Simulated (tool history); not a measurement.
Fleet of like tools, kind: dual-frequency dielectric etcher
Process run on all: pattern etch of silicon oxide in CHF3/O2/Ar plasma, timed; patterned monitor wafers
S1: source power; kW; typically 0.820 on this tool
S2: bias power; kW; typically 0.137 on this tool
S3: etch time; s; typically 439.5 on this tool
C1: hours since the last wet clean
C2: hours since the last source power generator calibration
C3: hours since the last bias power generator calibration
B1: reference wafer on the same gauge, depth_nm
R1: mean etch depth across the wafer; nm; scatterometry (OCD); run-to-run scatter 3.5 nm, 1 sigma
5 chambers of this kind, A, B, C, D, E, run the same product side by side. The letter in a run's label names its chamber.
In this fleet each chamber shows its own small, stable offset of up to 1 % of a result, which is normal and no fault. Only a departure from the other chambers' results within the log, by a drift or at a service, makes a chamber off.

run	hour	S1	S2	S3	C1	C2	C3	B1	R1
1A	5.6	0.820	0.137	439.5	538.1	3693.7	257.6	871.24	906.51
2D	13.2	0.820	0.137	439.5	25.2	815.8	1261.3	871.40	888.44
3C	18.9	0.820	0.137	439.5	596.8	2923.1	2914.3	871.53	896.81
# hour 23.6: chamber A: wet clean of the chamber
4B	26.1	0.820	0.137	439.5	183.3	1558.0	139.1	871.37	902.32
5E	30.8	0.820	0.137	439.5	283.8	867.2	2561.7	872.99	900.15
6C	39.0	0.820	0.137	439.5	616.9	2943.2	2934.4	871.34	897.55
7D	46.7	0.820	0.137	439.5	58.7	849.3	1294.8	871.86	891.19
# hour 49.8: chamber C: bias power generator calibrated
8A	52.2	0.820	0.137	439.5	28.7	3740.3	304.2	871.92	908.81
9E	57.4	0.820	0.137	439.5	310.4	893.8	2588.3	872.35	901.28
10B	62.3	0.820	0.137	439.5	219.5	1594.2	175.3	871.46	899.47
# hour 70.4: chamber C: wet clean of the chamber
11D	71.5	0.820	0.137	439.5	83.5	874.1	1319.6	872.23	896.19
12E	78.0	0.820	0.137	439.5	331.0	914.4	2608.9	871.70	899.92
13B	86.9	0.820	0.137	439.5	244.1	1618.8	199.9	872.49	902.27
14C	91.8	0.820	0.137	439.5	21.4	2996.0	42.0	871.14	894.66
15A	101.8	0.820	0.137	439.5	78.3	3789.9	353.8	871.61	904.93
16A	108.2	0.820	0.137	439.5	84.7	3796.3	360.2	871.85	906.31
17C	118.5	0.820	0.137	439.5	48.1	3022.7	68.7	871.95	894.65
18B	123.8	0.820	0.137	439.5	281.0	1655.7	236.8	872.76	909.83
19D	129.9	0.820	0.164	501.0	141.9	932.5	1378.0	871.84	1070.80
20E	134.6	0.820	0.164	501.0	387.6	971.0	2665.5	871.60	1115.90
21E	143.9	0.820	0.164	501.0	396.9	980.3	2674.8	872.35	1104.40
22C	152.3	0.820	0.164	501.0	81.9	3056.5	102.5	872.00	1084.40
23B	158.0	0.820	0.164	501.0	315.2	1689.9	271.0	872.50	1093.90
24A	167.3	0.820	0.137	439.5	143.8	3855.4	419.3	871.04	902.91
25D	176.1	0.820	0.137	439.5	188.1	978.7	1424.2	872.16	896.04
26E	182.2	0.910	0.112	439.5	435.2	1018.6	2713.1	872.00	913.01
27D	190.9	0.910	0.112	439.5	202.9	993.5	1439.0	872.03	876.49
28C	198.3	0.910	0.112	439.5	127.9	3102.5	148.5	871.44	879.50
29A	207.0	0.910	0.112	439.5	183.5	3895.1	459.0	871.60	891.63
30B	215.0	0.910	0.112	439.5	372.2	1746.9	328.0	871.19	880.05
31C	221.5	0.820	0.137	439.5	151.1	3125.7	171.7	871.94	895.75
32D	229.6	0.820	0.137	439.5	241.6	1032.2	1477.7	872.24	893.53

Is one chamber out of step, is the gauge drifting, or do the chambers differ by no more than their own small offsets? For an off chamber, give its letter and the likeliest cause.

Chamber E drifts away from the others.
What lies behind it: etch rate over this chamber's usual, % = 5.18.

Which of the 4 candidates below, each the usual settings with something changed and its results left as question marks, puts chamber E back in line with what the other chambers give on the usual settings?
Allowed miss from the other chambers' usual-settings mean, per result, to count as in line: R1 12.00 nm
33E-1	237.3	0.880	0.145	439.5					?
33E-2	237.3	0.820	0.127	439.5					?
33E-3	237.3	0.820	0.138	448.0					?
33E-4	237.3	0.760	0.129	439.5					?

The other chambers' mean on the usual settings: R1 899.66 nm
run	R1
33E-1	985.91
33E-2	920.82
33E-3	962.49
33E-4	897.50
The right change is 33E-4: it brings the chamber back within the allowed miss of the others.
